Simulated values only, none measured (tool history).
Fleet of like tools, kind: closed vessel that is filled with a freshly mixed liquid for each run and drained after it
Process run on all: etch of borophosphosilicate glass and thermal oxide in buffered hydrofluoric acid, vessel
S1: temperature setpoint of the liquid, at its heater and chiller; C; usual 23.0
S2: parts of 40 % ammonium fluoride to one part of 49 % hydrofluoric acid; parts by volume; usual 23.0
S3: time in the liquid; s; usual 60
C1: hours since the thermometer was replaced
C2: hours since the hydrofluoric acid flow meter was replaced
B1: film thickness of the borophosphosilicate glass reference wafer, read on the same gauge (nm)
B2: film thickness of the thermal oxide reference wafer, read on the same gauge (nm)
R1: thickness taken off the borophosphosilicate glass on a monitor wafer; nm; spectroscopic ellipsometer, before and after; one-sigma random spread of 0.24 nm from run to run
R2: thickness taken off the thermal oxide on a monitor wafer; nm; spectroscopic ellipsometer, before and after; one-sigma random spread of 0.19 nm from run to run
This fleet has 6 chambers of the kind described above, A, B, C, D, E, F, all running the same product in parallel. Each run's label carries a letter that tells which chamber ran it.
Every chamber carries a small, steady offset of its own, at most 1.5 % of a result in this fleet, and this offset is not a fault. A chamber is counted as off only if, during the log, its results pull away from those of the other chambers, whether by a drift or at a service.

run   hour    S1    S2  S3      C1      C2      B1      B2       R1      R2
 1E    5.1  23.0  23.0  60   183.6  1179.4  150.00  39.987   63.837  31.356
 2B   16.6  23.0  23.0  60   234.6  1300.9  150.02  40.000   63.915  31.087
 3A   25.3  23.0  23.0  60   428.9   337.9  150.01  40.003   62.921  31.032
 4F   33.1  23.0  23.0  60  2241.4   465.8  150.01  40.004   63.767  30.996
 5D   41.1  23.0  23.0  60  1159.4   271.2  149.99  40.003   64.033  30.714
 6C   47.6  23.0  23.0  60   115.8   324.0  149.99  40.000   63.624  30.477
 7D   56.9  23.0  23.0  60  1175.2   287.0  150.03  40.008   64.112  30.905
 8B   67.2  23.0  23.0  60   285.2  1351.5  150.02  39.977   63.963  30.955
 9C   77.8  23.0  23.0  60   146.0   354.2  149.96  40.023   63.574  30.275
10F   85.4  23.0  23.0  60  2293.7   518.1  150.02  39.997   64.123  31.180
11E   94.2  23.0  23.0  60   272.7  1268.5  150.02  40.009   64.248  31.141
12A  100.0  23.0  23.0  60   503.6   412.6  150.03  40.003   62.810  30.423
13E  110.4  23.0  23.0  60   288.9  1284.7  150.00  40.000   63.862  30.765
14C  119.9  23.0  23.0  60   188.1   396.3  150.01  39.964   63.631  30.739
15F  129.4  23.0  23.0  60  2337.7   562.1  150.01  39.986   64.222  30.921
16A  138.3  23.0  23.0  60   541.9   450.9  149.98  40.006   63.183  30.695
17B  149.9  23.0  23.0  60   367.9  1434.2  149.97  39.983   63.631  31.047
18D  160.0  23.0  23.0  60  1278.3   390.1  150.00  40.025   63.398  31.479
     164.5  -- chamber E: hydrofluoric acid flow meter replaced
19E  171.5  23.0  14.5  85   350.0     7.0  150.01  40.004  138.620  66.966
     176.1  -- chamber F: thermometer replaced
20F  178.2  23.0  14.5  85     2.1   610.9  149.97  40.000  137.260  67.092
21D  185.3  23.0  14.5  85  1303.6   415.4  150.03  40.013  138.080  67.623
22C  194.7  23.0  14.5  85   262.9   471.1  150.01  39.969  135.230  65.595
23A  203.6  23.0  14.5  85   607.2   516.2  150.02  39.993  136.790  66.599
     203.8  -- chamber A: thermometer replaced
24B  211.4  23.0  14.5  85   429.4  1495.7  150.01  40.002  136.620  66.498
25E  221.6  23.0  23.0  60   400.1    57.1  149.99  40.038   64.536  30.897
     221.9  -- chamber A: hydrofluoric acid flow meter replaced
26D  233.0  25.5  20.0  60  1351.3   463.1  150.02  39.970   80.568  39.527
27C  240.4  25.5  20.0  60   308.6   516.8  149.99  40.000   79.971  38.449
     245.3  -- chamber C: hydrofluoric acid flow meter replaced
28A  250.4  25.5  20.0  60    46.7    28.6  149.97  39.993   79.646  38.706
29F  257.0  25.5  20.0  60    80.9   689.7  149.99  40.007   80.725  39.022
30B  262.0  25.5  20.0  60   480.0  1546.3  150.00  39.995   80.629  39.368
31D  270.0  25.5  20.0  60  1388.3   500.1  150.01  39.985   81.203  39.480
32C  281.7  23.0  23.0  60   349.9    36.4  149.99  39.985   63.450  30.695
33A  287.9  23.0  15.5  60    84.2    66.1  150.01  39.992   90.274  43.788
34F  298.6  23.0  15.5  60   122.5   731.3  150.01  39.999   91.510  44.297
35B  307.5  23.0  15.5  60   525.5  1591.8  150.00  39.986   90.572  43.822
36E  315.2  23.0  15.5  60   493.7   150.7  149.99  39.972   92.269  44.037

Is one chamber off against the others, does the gauge drift, or is nothing wrong? If a chamber is off, say which, and what the likeliest cause is.

No chamber stands off beyond its own small offset, and the gauge holds steady.

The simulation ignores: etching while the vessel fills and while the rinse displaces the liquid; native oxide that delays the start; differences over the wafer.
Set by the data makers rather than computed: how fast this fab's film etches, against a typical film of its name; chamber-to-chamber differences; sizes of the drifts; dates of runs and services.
